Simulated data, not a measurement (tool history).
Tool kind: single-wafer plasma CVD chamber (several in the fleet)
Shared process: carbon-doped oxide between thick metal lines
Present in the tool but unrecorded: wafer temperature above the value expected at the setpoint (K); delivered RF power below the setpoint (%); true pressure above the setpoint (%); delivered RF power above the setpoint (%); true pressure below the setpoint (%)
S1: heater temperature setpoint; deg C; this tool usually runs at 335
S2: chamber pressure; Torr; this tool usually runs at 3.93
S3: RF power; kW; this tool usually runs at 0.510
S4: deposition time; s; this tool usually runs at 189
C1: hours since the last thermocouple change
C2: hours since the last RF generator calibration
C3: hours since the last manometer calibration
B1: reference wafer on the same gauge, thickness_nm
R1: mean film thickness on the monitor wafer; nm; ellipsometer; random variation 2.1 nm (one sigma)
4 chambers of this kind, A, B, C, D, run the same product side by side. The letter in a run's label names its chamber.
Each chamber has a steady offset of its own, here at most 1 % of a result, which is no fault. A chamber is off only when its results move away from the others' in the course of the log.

{"run": "1D", "hour": 3.0, "S1": 335, "S2": 3.93, "S3": 0.51, "S4": 189, "C1": 258.8, "C2": 400.0, "C3": 271.4, "B1": 1108.0, "R1": 976.18}
{"run": "2A", "hour": 7.4, "S1": 335, "S2": 3.93, "S3": 0.51, "S4": 189, "C1": 510.6, "C2": 43.5, "C3": 240.2, "B1": 1108.0, "R1": 968.26}
{"run": "3B", "hour": 13.1, "S1": 335, "S2": 3.93, "S3": 0.51, "S4": 189, "C1": 1365.7, "C2": 2068.2, "C3": 1731.6, "B1": 1108.0, "R1": 970.66}
{"run": "4C", "hour": 16.3, "S1": 335, "S2": 3.93, "S3": 0.51, "S4": 189, "C1": 1237.6, "C2": 559.0, "C3": 168.6, "B1": 1107.8, "R1": 959.33}
{"run": "5A", "hour": 20.1, "S1": 335, "S2": 3.93, "S3": 0.51, "S4": 189, "C1": 523.3, "C2": 56.2, "C3": 252.9, "B1": 1108.0, "R1": 965.06}
{"run": "6C", "hour": 25.0, "S1": 335, "S2": 3.93, "S3": 0.51, "S4": 189, "C1": 1246.3, "C2": 567.7, "C3": 177.3, "B1": 1107.8, "R1": 959.24}
{"run": "7B", "hour": 31.3, "S1": 335, "S2": 3.93, "S3": 0.51, "S4": 189, "C1": 1383.9, "C2": 2086.4, "C3": 1749.8, "B1": 1107.5, "R1": 971.03}
{"run": "8D", "hour": 34.2, "S1": 335, "S2": 3.93, "S3": 0.435, "S4": 215, "C1": 290.0, "C2": 431.2, "C3": 302.6, "B1": 1107.8, "R1": 996.93}
{"run": "9A", "hour": 39.5, "S1": 335, "S2": 3.93, "S3": 0.435, "S4": 215, "C1": 542.7, "C2": 75.6, "C3": 272.3, "B1": 1107.5, "R1": 984.45}
{"run": "10D", "hour": 43.7, "S1": 335, "S2": 3.93, "S3": 0.435, "S4": 215, "C1": 299.5, "C2": 440.7, "C3": 312.1, "B1": 1108.0, "R1": 998.14}
{"run": "11B", "hour": 47.1, "S1": 335, "S2": 3.93, "S3": 0.435, "S4": 215, "C1": 1399.7, "C2": 2102.2, "C3": 1765.6, "B1": 1108.1, "R1": 996.58}
{"run": "12C", "hour": 51.1, "S1": 335, "S2": 3.93, "S3": 0.51, "S4": 189, "C1": 1272.4, "C2": 593.8, "C3": 203.4, "B1": 1108.2, "R1": 956.64}
{"hour": 53.2, "done": "chamber B: RF generator calibrated"}
{"run": "13B", "hour": 56.2, "S1": 335, "S2": 3.93, "S3": 0.51, "S4": 189, "C1": 1408.8, "C2": 3.0, "C3": 1774.7, "B1": 1108.2, "R1": 973.97}
{"run": "14C", "hour": 62.8, "S1": 335, "S2": 3.93, "S3": 0.51, "S4": 189, "C1": 1284.1, "C2": 605.5, "C3": 215.1, "B1": 1108.2, "R1": 957.08}
{"run": "15D", "hour": 69.4, "S1": 335, "S2": 3.93, "S3": 0.51, "S4": 189, "C1": 325.2, "C2": 466.4, "C3": 337.8, "B1": 1107.6, "R1": 974.56}
{"run": "16A", "hour": 72.7, "S1": 335, "S2": 3.93, "S3": 0.51, "S4": 189, "C1": 575.9, "C2": 108.8, "C3": 305.5, "B1": 1107.9, "R1": 966.87}
{"run": "17A", "hour": 76.4, "S1": 335, "S2": 3.93, "S3": 0.51, "S4": 189, "C1": 579.6, "C2": 112.5, "C3": 309.2, "B1": 1107.9, "R1": 963.09}
{"run": "18B", "hour": 79.8, "S1": 335, "S2": 3.93, "S3": 0.51, "S4": 189, "C1": 1432.4, "C2": 26.6, "C3": 1798.3, "B1": 1108.4, "R1": 969.75}
{"run": "19C", "hour": 83.7, "S1": 335, "S2": 3.93, "S3": 0.51, "S4": 189, "C1": 1305.0, "C2": 626.4, "C3": 236.0, "B1": 1107.4, "R1": 952.18}
{"run": "20D", "hour": 87.4, "S1": 335, "S2": 3.93, "S3": 0.51, "S4": 189, "C1": 343.2, "C2": 484.4, "C3": 355.8, "B1": 1107.7, "R1": 971.39}
{"run": "21B", "hour": 91.7, "S1": 335, "S2": 3.93, "S3": 0.51, "S4": 189, "C1": 1444.3, "C2": 38.5, "C3": 1810.2, "B1": 1108.1, "R1": 970.13}
{"run": "22D", "hour": 96.5, "S1": 335, "S2": 3.93, "S3": 0.51, "S4": 189, "C1": 352.3, "C2": 493.5, "C3": 364.9, "B1": 1108.3, "R1": 973.8}
{"run": "23C", "hour": 100.6, "S1": 335, "S2": 3.93, "S3": 0.51, "S4": 189, "C1": 1321.9, "C2": 643.3, "C3": 252.9, "B1": 1108.1, "R1": 946.44}
{"run": "24A", "hour": 106.6, "S1": 335, "S2": 3.93, "S3": 0.51, "S4": 189, "C1": 609.8, "C2": 142.7, "C3": 339.4, "B1": 1107.6, "R1": 969.17}
{"run": "25B", "hour": 113.0, "S1": 335, "S2": 3.93, "S3": 0.51, "S4": 189, "C1": 1465.6, "C2": 59.8, "C3": 1831.5, "B1": 1108.1, "R1": 970.64}

Decide between three cases: one chamber stands off from its peers, the gauge reading all wafers drifts, or nothing is wrong past each chamber's small offset. Where a chamber is off, say which and what most likely put it there.

Little by little, chamber C moves away from the other chambers.
What lies behind it: delivered RF power below the setpoint (%) = 2.44.
The log may not separate it from: wafer temperature above the value expected at the setpoint (K).

Below are 4 candidate recipes for chamber C's next run, each the usual settings with a change, their results shown as question marks. Which of them brings C's results back in line with what the other chambers give on the usual settings?
A result is in line if it is within this distance of the other chambers' mean on the usual settings: R1 7.80 nm
{"run": "26C-1", "hour": 117.7, "S1": 335, "S2": 3.93, "S3": 0.51, "S4": 194, "R1": "?"}
{"run": "26C-2", "hour": 117.7, "S1": 356, "S2": 3.93, "S3": 0.51, "S4": 189, "R1": "?"}
{"run": "26C-3", "hour": 117.7, "S1": 334, "S2": 3.96, "S3": 0.525, "S4": 196, "R1": "?"}
{"run": "26C-4", "hour": 117.7, "S1": 335, "S2": 3.91, "S3": 0.505, "S4": 185, "R1": "?"}

On the usual settings, the other chambers give on average: R1 970.26 nm
run=26C-1 R1=969.50
run=26C-2 R1=892.58
run=26C-3 R1=1001.50
run=26C-4 R1=918.17
26C-1 brings the chamber back in line.

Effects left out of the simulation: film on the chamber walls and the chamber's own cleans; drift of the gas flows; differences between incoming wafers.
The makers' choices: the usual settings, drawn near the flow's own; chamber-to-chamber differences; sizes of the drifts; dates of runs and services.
